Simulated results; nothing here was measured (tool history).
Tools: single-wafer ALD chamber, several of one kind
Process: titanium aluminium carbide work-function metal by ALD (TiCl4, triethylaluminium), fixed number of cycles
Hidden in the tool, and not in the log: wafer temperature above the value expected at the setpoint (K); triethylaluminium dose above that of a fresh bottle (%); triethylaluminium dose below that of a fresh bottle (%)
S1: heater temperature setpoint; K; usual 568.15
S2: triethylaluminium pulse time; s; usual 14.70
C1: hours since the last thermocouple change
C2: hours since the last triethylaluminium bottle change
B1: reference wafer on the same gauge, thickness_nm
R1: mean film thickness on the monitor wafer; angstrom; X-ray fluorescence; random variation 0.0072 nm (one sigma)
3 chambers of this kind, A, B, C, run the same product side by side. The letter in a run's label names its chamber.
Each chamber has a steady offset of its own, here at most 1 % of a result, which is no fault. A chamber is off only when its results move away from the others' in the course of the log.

Run 1A, hour 9.9: usual settings; C1 98.8; C2 461.4; B1 2.1294. Result: R1 20.163 angstrom.
Run 2C, hour 20.7: usual settings; C1 310.9; C2 669.7; B1 2.1306. Result: R1 19.878 angstrom.
Run 3B, hour 27.3: usual settings; C1 1127.1; C2 826.3; B1 2.1313. Result: R1 19.932 angstrom.
Run 4A, hour 32.9: usual settings; C1 121.8; C2 484.4; B1 2.1307. Result: R1 20.096 angstrom.
Run 5B, hour 39.0: usual settings but S1 563.15 K, S2 19.69 s; C1 1138.8; C2 838.0; B1 2.1300. Result: R1 19.528 angstrom.
Run 6C, hour 45.4: usual settings but S1 563.15 K, S2 19.69 s; C1 335.6; C2 694.4; B1 2.1285. Result: R1 19.421 angstrom.
Run 7B, hour 54.1: usual settings but S1 563.15 K, S2 19.69 s; C1 1153.9; C2 853.1; B1 2.1293. Result: R1 19.674 angstrom.
Run 8C, hour 59.6: usual settings; C1 349.8; C2 708.6; B1 2.1287. Result: R1 19.897 angstrom.
Run 9A, hour 66.8: usual settings; C1 155.7; C2 518.3; B1 2.1306. Result: R1 20.143 angstrom.
Run 10A, hour 74.1: usual settings; C1 163.0; C2 525.6; B1 2.1315. Result: R1 20.213 angstrom.
Run 11C, hour 79.4: usual settings but S1 555.15 K, S2 19.32 s; C1 369.6; C2 728.4; B1 2.1307. Result: R1 18.828 angstrom.
Run 12B, hour 89.2: usual settings but S1 555.15 K, S2 19.32 s; C1 1189.0; C2 888.2; B1 2.1313. Result: R1 19.018 angstrom.
Run 13A, hour 97.7: usual settings but S1 555.15 K, S2 19.32 s; C1 186.6; C2 549.2; B1 2.1293. Result: R1 19.194 angstrom.
Run 14C, hour 102.9: usual settings but S1 573.15 K; C1 393.1; C2 751.9; B1 2.1292. Result: R1 20.423 angstrom.
Run 15B, hour 113.1: usual settings but S1 573.15 K; C1 1212.9; C2 912.1; B1 2.1303. Result: R1 20.449 angstrom.
Run 16A, hour 122.2: usual settings but S1 573.15 K; C1 211.1; C2 573.7; B1 2.1293. Result: R1 20.698 angstrom.
Run 17B, hour 130.6: usual settings but S1 558.15 K, S2 19.88 s; C1 1230.4; C2 929.6; B1 2.1299. Result: R1 19.173 angstrom.
Run 18C, hour 135.4: usual settings but S1 558.15 K, S2 19.88 s; C1 425.6; C2 784.4; B1 2.1317. Result: R1 19.087 angstrom.
Run 19A, hour 140.3: usual settings but S1 558.15 K, S2 19.88 s; C1 229.2; C2 591.8; B1 2.1291. Result: R1 19.358 angstrom.
Run 20B, hour 151.1: usual settings; C1 1250.9; C2 950.1; B1 2.1302. Result: R1 19.965 angstrom.
Run 21C, hour 157.0: usual settings; C1 447.2; C2 806.0; B1 2.1294. Result: R1 19.853 angstrom.
Run 22B, hour 163.7: usual settings; C1 1263.5; C2 962.7; B1 2.1296. Result: R1 19.977 angstrom.
At hour 163.8: chamber C: triethylaluminium bottle replaced.
Run 23A, hour 173.7: usual settings; C1 262.6; C2 625.2; B1 2.1299. Result: R1 20.131 angstrom.
Run 24C, hour 180.6: usual settings but S1 558.15 K, S2 10.80 s; C1 470.8; C2 16.8; B1 2.1287. Result: R1 18.679 angstrom.
Run 25A, hour 190.2: usual settings but S1 558.15 K, S2 10.80 s; C1 279.1; C2 641.7; B1 2.1310. Result: R1 18.989 angstrom.
Run 26B, hour 199.0: usual settings but S1 558.15 K, S2 10.80 s; C1 1298.8; C2 998.0; B1 2.1302. Result: R1 18.846 angstrom.
Run 27C, hour 209.5: usual settings; C1 499.7; C2 45.7; B1 2.1294. Result: R1 19.948 angstrom.
Run 28C, hour 218.1: usual settings but S1 573.15 K; C1 508.3; C2 54.3; B1 2.1294. Result: R1 20.261 angstrom.
Run 29B, hour 227.2: usual settings but S1 573.15 K; C1 1327.0; C2 1026.2; B1 2.1303. Result: R1 20.452 angstrom.
Run 30A, hour 235.0: usual settings but S1 573.15 K; C1 323.9; C2 686.5; B1 2.1311. Result: R1 20.755 angstrom.
Run 31A, hour 245.0: usual settings; C1 333.9; C2 696.5; B1 2.1313. Result: R1 20.209 angstrom.
Run 32B, hour 255.0: usual settings; C1 1354.8; C2 1054.0; B1 2.1293. Result: R1 19.906 angstrom.
Run 33C, hour 265.2: usual settings; C1 555.4; C2 101.4; B1 2.1313. Result: R1 19.860 angstrom.
Run 34A, hour 271.6: usual settings; C1 360.5; C2 723.1; B1 2.1307. Result: R1 20.296 angstrom.
Run 35C, hour 277.2: usual settings but S1 574.15 K, S2 16.53 s; C1 567.4; C2 113.4; B1 2.1292. Result: R1 20.523 angstrom.
Run 36B, hour 283.4: usual settings but S1 574.15 K, S2 16.53 s; C1 1383.2; C2 1082.4; B1 2.1305. Result: R1 20.559 angstrom.
Run 37B, hour 292.4: usual settings but S1 574.15 K, S2 16.53 s; C1 1392.2; C2 1091.4; B1 2.1305. Result: R1 20.663 angstrom.

Next, every chamber runs the same settings. What will each give?
Run 38A, hour 300.1: usual settings but S1 555.15 K. Result: R1 ?.
Run 38B, hour 300.1: usual settings but S1 555.15 K. Result: R1 ?.
Run 38C, hour 300.1: usual settings but S1 555.15 K. Result: R1 ?.

run      R1
38A  19.153
38B  18.895
38C  18.801
